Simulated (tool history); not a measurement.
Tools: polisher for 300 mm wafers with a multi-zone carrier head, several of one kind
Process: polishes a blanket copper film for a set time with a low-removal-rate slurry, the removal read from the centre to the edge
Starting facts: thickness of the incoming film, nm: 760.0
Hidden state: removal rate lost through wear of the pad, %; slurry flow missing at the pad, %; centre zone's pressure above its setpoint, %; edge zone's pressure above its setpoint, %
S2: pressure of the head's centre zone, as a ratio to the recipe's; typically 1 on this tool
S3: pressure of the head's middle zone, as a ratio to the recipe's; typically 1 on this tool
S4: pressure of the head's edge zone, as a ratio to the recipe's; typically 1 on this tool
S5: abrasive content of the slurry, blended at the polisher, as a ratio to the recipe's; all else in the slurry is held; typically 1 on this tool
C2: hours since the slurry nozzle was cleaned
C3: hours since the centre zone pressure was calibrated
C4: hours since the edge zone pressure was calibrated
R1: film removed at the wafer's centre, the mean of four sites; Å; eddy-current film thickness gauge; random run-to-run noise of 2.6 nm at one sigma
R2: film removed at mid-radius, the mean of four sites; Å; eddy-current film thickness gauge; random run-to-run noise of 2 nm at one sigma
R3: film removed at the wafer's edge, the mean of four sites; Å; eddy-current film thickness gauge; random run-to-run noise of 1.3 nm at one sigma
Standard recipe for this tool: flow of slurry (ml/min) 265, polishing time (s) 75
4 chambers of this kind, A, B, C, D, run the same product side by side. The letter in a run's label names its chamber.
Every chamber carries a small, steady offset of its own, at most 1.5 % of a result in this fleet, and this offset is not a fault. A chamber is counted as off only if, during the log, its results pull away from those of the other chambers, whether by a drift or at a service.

{"run": "1C", "day": 0.258, "flow of slurry (ml/min)": 265, "S2": 1, "S3": 1, "S4": 1, "S5": 1, "polishing time (s)": 75, "wafers polished on this pad": 556, "C2": 619.2, "C3": 756.9, "C4": 966, "R1": 1952.8, "R2": 1993.4, "R3": 1947}
{"run": "2D", "day": 0.471, "flow of slurry (ml/min)": 265, "S2": 1, "S3": 1, "S4": 1, "S5": 1, "polishing time (s)": 75, "wafers polished on this pad": 1418, "C2": 19, "C3": 492.8, "C4": 276.4, "R1": 1985, "R2": 1946.3, "R3": 1960.3}
{"run": "3A", "day": 0.758, "flow of slurry (ml/min)": 265, "S2": 1, "S3": 1, "S4": 1, "S5": 1, "polishing time (s)": 75, "wafers polished on this pad": 246, "C2": 174, "C3": 303.9, "C4": 216, "R1": 1948.4, "R2": 1955.4, "R3": 1952}
{"day": 0.95, "done": "chamber D: worn pad replaced by a new one"}
{"run": "4B", "day": 1.012, "flow of slurry (ml/min)": 265, "S2": 1, "S3": 1, "S4": 1, "S5": 1, "polishing time (s)": 75, "wafers polished on this pad": 552, "C2": 374.1, "C3": 267.7, "C4": 684.8, "R1": 1948.1, "R2": 1945.6, "R3": 1951.4}
{"run": "5C", "day": 1.271, "flow of slurry (ml/min)": 265, "S2": 1, "S3": 1.07, "S4": 1, "S5": 1, "polishing time (s)": 86, "wafers polished on this pad": 700, "C2": 643.5, "C3": 781.2, "C4": 990.3, "R1": 2284.9, "R2": 2384.1, "R3": 2233.4}
{"run": "6B", "day": 1.65, "flow of slurry (ml/min)": 265, "S2": 1, "S3": 1.07, "S4": 1, "S5": 1, "polishing time (s)": 86, "wafers polished on this pad": 643, "C2": 389.4, "C3": 283, "C4": 700.1, "R1": 2300, "R2": 2445.8, "R3": 2210.1}
{"run": "7A", "day": 2.0, "flow of slurry (ml/min)": 265, "S2": 1, "S3": 1.07, "S4": 1, "S5": 1, "polishing time (s)": 86, "wafers polished on this pad": 422, "C2": 203.8, "C3": 333.7, "C4": 245.8, "R1": 2205.6, "R2": 2366.3, "R3": 2268.6}
{"run": "8D", "day": 2.371, "flow of slurry (ml/min)": 265, "S2": 1, "S3": 1.07, "S4": 1, "S5": 1, "polishing time (s)": 86, "wafers polished on this pad": 202, "C2": 64.6, "C3": 538.4, "C4": 322, "R1": 2204.5, "R2": 2413.6, "R3": 2244.1}
{"run": "9A", "day": 2.608, "flow of slurry (ml/min)": 265, "S2": 1, "S3": 1, "S4": 1, "S5": 1, "polishing time (s)": 75, "wafers polished on this pad": 509, "C2": 218.4, "C3": 348.3, "C4": 260.4, "R1": 1940.6, "R2": 1912.7, "R3": 2001.7}
{"run": "10B", "day": 2.888, "flow of slurry (ml/min)": 265, "S2": 1, "S3": 1, "S4": 1, "S5": 1, "polishing time (s)": 75, "wafers polished on this pad": 818, "C2": 419.1, "C3": 312.7, "C4": 729.8, "R1": 1989.3, "R2": 1950.6, "R3": 1946.1}
{"run": "11D", "day": 3.125, "flow of slurry (ml/min)": 265, "S2": 1, "S3": 1, "S4": 1, "S5": 1, "polishing time (s)": 55, "wafers polished on this pad": 309, "C2": 82.7, "C3": 556.5, "C4": 340.1, "R1": 1451.4, "R2": 1421.7, "R3": 1424}
{"run": "12C", "day": 3.35, "flow of slurry (ml/min)": 265, "S2": 1, "S3": 1, "S4": 1, "S5": 1, "polishing time (s)": 55, "wafers polished on this pad": 995, "C2": 693.4, "C3": 831.1, "C4": 1040.2, "R1": 1389.9, "R2": 1474.6, "R3": 1437.3}
{"run": "13A", "day": 3.671, "flow of slurry (ml/min)": 265, "S2": 1, "S3": 1, "S4": 1, "S5": 1, "polishing time (s)": 55, "wafers polished on this pad": 659, "C2": 243.9, "C3": 373.8, "C4": 285.9, "R1": 1430.7, "R2": 1418.5, "R3": 1437.4}
{"run": "14B", "day": 4.033, "flow of slurry (ml/min)": 265, "S2": 1, "S3": 1, "S4": 1, "S5": 1, "polishing time (s)": 55, "wafers polished on this pad": 981, "C2": 446.6, "C3": 340.2, "C4": 757.3, "R1": 1416.2, "R2": 1380.9, "R3": 1409.6}
{"run": "15C", "day": 4.212, "flow of slurry (ml/min)": 265, "S2": 1, "S3": 1, "S4": 1, "S5": 1, "polishing time (s)": 75, "wafers polished on this pad": 1117, "C2": 714.1, "C3": 851.8, "C4": 1060.9, "R1": 1914.5, "R2": 1969.7, "R3": 1950.2}
{"day": 4.329, "done": "chamber C: worn pad replaced by a new one"}
{"run": "16D", "day": 4.467, "flow of slurry (ml/min)": 265, "S2": 1, "S3": 1, "S4": 1, "S5": 1, "polishing time (s)": 75, "wafers polished on this pad": 499, "C2": 114.9, "C3": 588.7, "C4": 372.3, "R1": 1924.6, "R2": 1975.8, "R3": 1952.2}
{"day": 4.733, "done": "chamber C: edge zone pressure recalibrated"}
{"run": "17D", "day": 4.746, "flow of slurry (ml/min)": 265, "S2": 1, "S3": 1, "S4": 1, "S5": 1, "polishing time (s)": 75, "wafers polished on this pad": 539, "C2": 121.6, "C3": 595.4, "C4": 379, "R1": 1939.5, "R2": 1948.2, "R3": 1917.6}
{"run": "18C", "day": 5.075, "flow of slurry (ml/min)": 265, "S2": 1, "S3": 1, "S4": 1, "S5": 1, "polishing time (s)": 75, "wafers polished on this pad": 105, "C2": 734.8, "C3": 872.5, "C4": 8.2, "R1": 2018.2, "R2": 1948.3, "R3": 1943.6}
{"run": "19B", "day": 5.408, "flow of slurry (ml/min)": 265, "S2": 1, "S3": 1, "S4": 1, "S5": 1, "polishing time (s)": 75, "wafers polished on this pad": 1176, "C2": 479.6, "C3": 373.2, "C4": 790.3, "R1": 1922.8, "R2": 1891.1, "R3": 1882.4}
{"run": "20A", "day": 5.688, "flow of slurry (ml/min)": 265, "S2": 1, "S3": 1, "S4": 1, "S5": 1, "polishing time (s)": 75, "wafers polished on this pad": 946, "C2": 292.3, "C3": 422.2, "C4": 334.3, "R1": 1948.1, "R2": 1898.9, "R3": 1991.6}
{"day": 5.867, "done": "chamber C: slurry nozzle cleaned"}
{"run": "21A", "day": 5.871, "flow of slurry (ml/min)": 265, "S2": 1, "S3": 1, "S4": 1, "S5": 1, "polishing time (s)": 75, "wafers polished on this pad": 972, "C2": 296.7, "C3": 426.6, "C4": 338.7, "R1": 1933.4, "R2": 1943, "R3": 1969.3}
{"run": "22C", "day": 6.183, "flow of slurry (ml/min)": 265, "S2": 1, "S3": 1, "S4": 1, "S5": 1, "polishing time (s)": 75, "wafers polished on this pad": 263, "C2": 7.7, "C3": 899.1, "C4": 34.8, "R1": 1965.7, "R2": 1943.5, "R3": 1956}
{"run": "23B", "day": 6.575, "flow of slurry (ml/min)": 265, "S2": 1, "S3": 1, "S4": 1, "S5": 1, "polishing time (s)": 75, "wafers polished on this pad": 1342, "C2": 507.6, "C3": 401.2, "C4": 818.3, "R1": 1878.4, "R2": 1868.8, "R3": 1857.4}
{"day": 6.596, "done": "chamber A: worn pad replaced by a new one"}
{"run": "24D", "day": 6.75, "flow of slurry (ml/min)": 265, "S2": 0.91, "S3": 1, "S4": 1, "S5": 1, "polishing time (s)": 75, "wafers polished on this pad": 823, "C2": 169.7, "C3": 643.5, "C4": 427.1, "R1": 1782.9, "R2": 1973, "R3": 1963.7}
{"run": "25D", "day": 7.1, "flow of slurry (ml/min)": 265, "S2": 0.91, "S3": 1, "S4": 1, "S5": 1, "polishing time (s)": 75, "wafers polished on this pad": 873, "C2": 178.1, "C3": 651.9, "C4": 435.5, "R1": 1750, "R2": 2011.5, "R3": 1945.6}
{"run": "26C", "day": 7.404, "flow of slurry (ml/min)": 265, "S2": 0.91, "S3": 1, "S4": 1, "S5": 1, "polishing time (s)": 75, "wafers polished on this pad": 436, "C2": 37, "C3": 928.4, "C4": 64.1, "R1": 1749.1, "R2": 1958.8, "R3": 1947}
{"run": "27B", "day": 7.629, "flow of slurry (ml/min)": 265, "S2": 0.91, "S3": 1, "S4": 1, "S5": 1, "polishing time (s)": 75, "wafers polished on this pad": 1491, "C2": 532.9, "C3": 426.5, "C4": 843.6, "R1": 1666.2, "R2": 1818.9, "R3": 1831.3}
{"run": "28A", "day": 7.867, "flow of slurry (ml/min)": 265, "S2": 1, "S3": 1, "S4": 1, "S5": 1, "polishing time (s)": 75, "wafers polished on this pad": 180, "C2": 344.6, "C3": 474.5, "C4": 386.6, "R1": 1905.1, "R2": 1940.4, "R3": 2006.1}
{"run": "29A", "day": 8.167, "flow of slurry (ml/min)": 265, "S2": 1, "S3": 1, "S4": 1.04, "S5": 0.85, "polishing time (s)": 75, "wafers polished on this pad": 223, "C2": 351.8, "C3": 481.7, "C4": 393.8, "R1": 1891.1, "R2": 1878.4, "R3": 1957.5}
{"run": "30D", "day": 8.438, "flow of slurry (ml/min)": 265, "S2": 1, "S3": 1, "S4": 1.04, "S5": 0.85, "polishing time (s)": 75, "wafers polished on this pad": 1063, "C2": 210.2, "C3": 684, "C4": 467.6, "R1": 1899.5, "R2": 1911.5, "R3": 1928.2}
{"run": "31B", "day": 8.671, "flow of slurry (ml/min)": 265, "S2": 1, "S3": 1, "S4": 1.04, "S5": 0.85, "polishing time (s)": 75, "wafers polished on this pad": 1639, "C2": 557.9, "C3": 451.5, "C4": 868.6, "R1": 1781.5, "R2": 1724.4, "R3": 1768.2}
{"run": "32C", "day": 8.908, "flow of slurry (ml/min)": 265, "S2": 1, "S3": 1, "S4": 1.04, "S5": 0.85, "polishing time (s)": 75, "wafers polished on this pad": 650, "C2": 73.1, "C3": 964.5, "C4": 100.2, "R1": 1901.2, "R2": 1880.5, "R3": 1902.4}
{"day": 9.262, "done": "chamber D: worn pad replaced by a new one"}
{"run": "33D", "day": 9.292, "flow of slurry (ml/min)": 265, "S2": 1, "S3": 1, "S4": 1, "S5": 1, "polishing time (s)": 75, "wafers polished on this pad": 4, "C2": 230.7, "C3": 704.5, "C4": 488.1, "R1": 1960.5, "R2": 1972.6, "R3": 1957.6}
{"run": "34A", "day": 9.612, "flow of slurry (ml/min)": 265, "S2": 1, "S3": 1, "S4": 1, "S5": 1, "polishing time (s)": 75, "wafers polished on this pad": 428, "C2": 386.5, "C3": 516.4, "C4": 428.5, "R1": 1938.9, "R2": 1963.9, "R3": 1963.4}
{"run": "35C", "day": 9.862, "flow of slurry (ml/min)": 265, "S2": 1, "S3": 1, "S4": 1, "S5": 1, "polishing time (s)": 75, "wafers polished on this pad": 785, "C2": 96, "C3": 987.4, "C4": 123.1, "R1": 2001.1, "R2": 1945.4, "R3": 1932.1}
{"run": "36B", "day": 10.062, "flow of slurry (ml/min)": 265, "S2": 1, "S3": 1, "S4": 1, "S5": 1, "polishing time (s)": 75, "wafers polished on this pad": 1837, "C2": 591.3, "C3": 484.9, "C4": 902, "R1": 1778.3, "R2": 1758.1, "R3": 1752.3}
{"run": "37D", "day": 10.446, "flow of slurry (ml/min)": 265, "S2": 1, "S3": 1, "S4": 1, "S5": 1, "polishing time (s)": 75, "wafers polished on this pad": 168, "C2": 258.4, "C3": 732.2, "C4": 515.8, "R1": 1995.6, "R2": 2018.4, "R3": 1949.3}
{"run": "38C", "day": 10.812, "flow of slurry (ml/min)": 265, "S2": 1, "S3": 1, "S4": 1, "S5": 1, "polishing time (s)": 75, "wafers polished on this pad": 920, "C2": 118.8, "C3": 1010.2, "C4": 145.9, "R1": 1963.2, "R2": 1959.4, "R3": 1942.3}
{"run": "39A", "day": 11.133, "flow of slurry (ml/min)": 265, "S2": 1, "S3": 1, "S4": 1, "S5": 1, "polishing time (s)": 75, "wafers polished on this pad": 644, "C2": 423, "C3": 552.9, "C4": 465, "R1": 1892.8, "R2": 1895.3, "R3": 1969.1}
{"run": "40B", "day": 11.321, "flow of slurry (ml/min)": 265, "S2": 1, "S3": 1, "S4": 1, "S5": 1, "polishing time (s)": 75, "wafers polished on this pad": 2015, "C2": 621.5, "C3": 515.1, "C4": 932.2, "R1": 1799.1, "R2": 1740.9, "R3": 1721.2}

Does one chamber stand apart from the rest, does the shared gauge drift, or is all well apart from small per-chamber offsets? Give the chamber and the most likely cause, where there is one.

One chamber, B, drifts off from the rest bit by bit.
Most likely cause: removal rate lost through wear of the pad, % = 12.1.

Which of the 4 candidates below, each the usual settings with something changed and its results left as question marks, puts chamber B back in line with what the other chambers give on the usual settings?
In line means no further than this from the other chambers' mean on the usual settings: R1 89 Å; R2 68 Å; R3 44 Å
{"run": "41B-1", "day": 11.608, "flow of slurry (ml/min)": 270, "S2": 0.98, "S3": 1, "S4": 1.02, "S5": 1.05, "polishing time (s)": 92, "R1": "?", "R2": "?", "R3": "?"}
{"run": "41B-2", "day": 11.608, "flow of slurry (ml/min)": 260, "S2": 1.01, "S3": 1, "S4": 0.98, "S5": 0.95, "polishing time (s)": 61, "R1": "?", "R2": "?", "R3": "?"}
{"run": "41B-3", "day": 11.608, "flow of slurry (ml/min)": 270, "S2": 0.99, "S3": 1, "S4": 1.01, "S5": 1, "polishing time (s)": 85, "R1": "?", "R2": "?", "R3": "?"}
{"run": "41B-4", "day": 11.608, "flow of slurry (ml/min)": 265, "S2": 1.01, "S3": 1, "S4": 0.99, "S5": 1, "polishing time (s)": 66, "R1": "?", "R2": "?", "R3": "?"}

On the usual settings, the other chambers give on average: R1 1957.3 Å; R2 1953.9 Å; R3 1957.3 Å
run=41B-1 R1=2122.6 R2=2135.9 R3=2144.3
run=41B-2 R1=1418.7 R2=1381 R3=1358.7
run=41B-3 R1=1963.2 R2=1953.2 R3=1950.6
run=41B-4 R1=1555.1 R2=1513.4 R3=1496.3
41B-3 brings the chamber back in line.

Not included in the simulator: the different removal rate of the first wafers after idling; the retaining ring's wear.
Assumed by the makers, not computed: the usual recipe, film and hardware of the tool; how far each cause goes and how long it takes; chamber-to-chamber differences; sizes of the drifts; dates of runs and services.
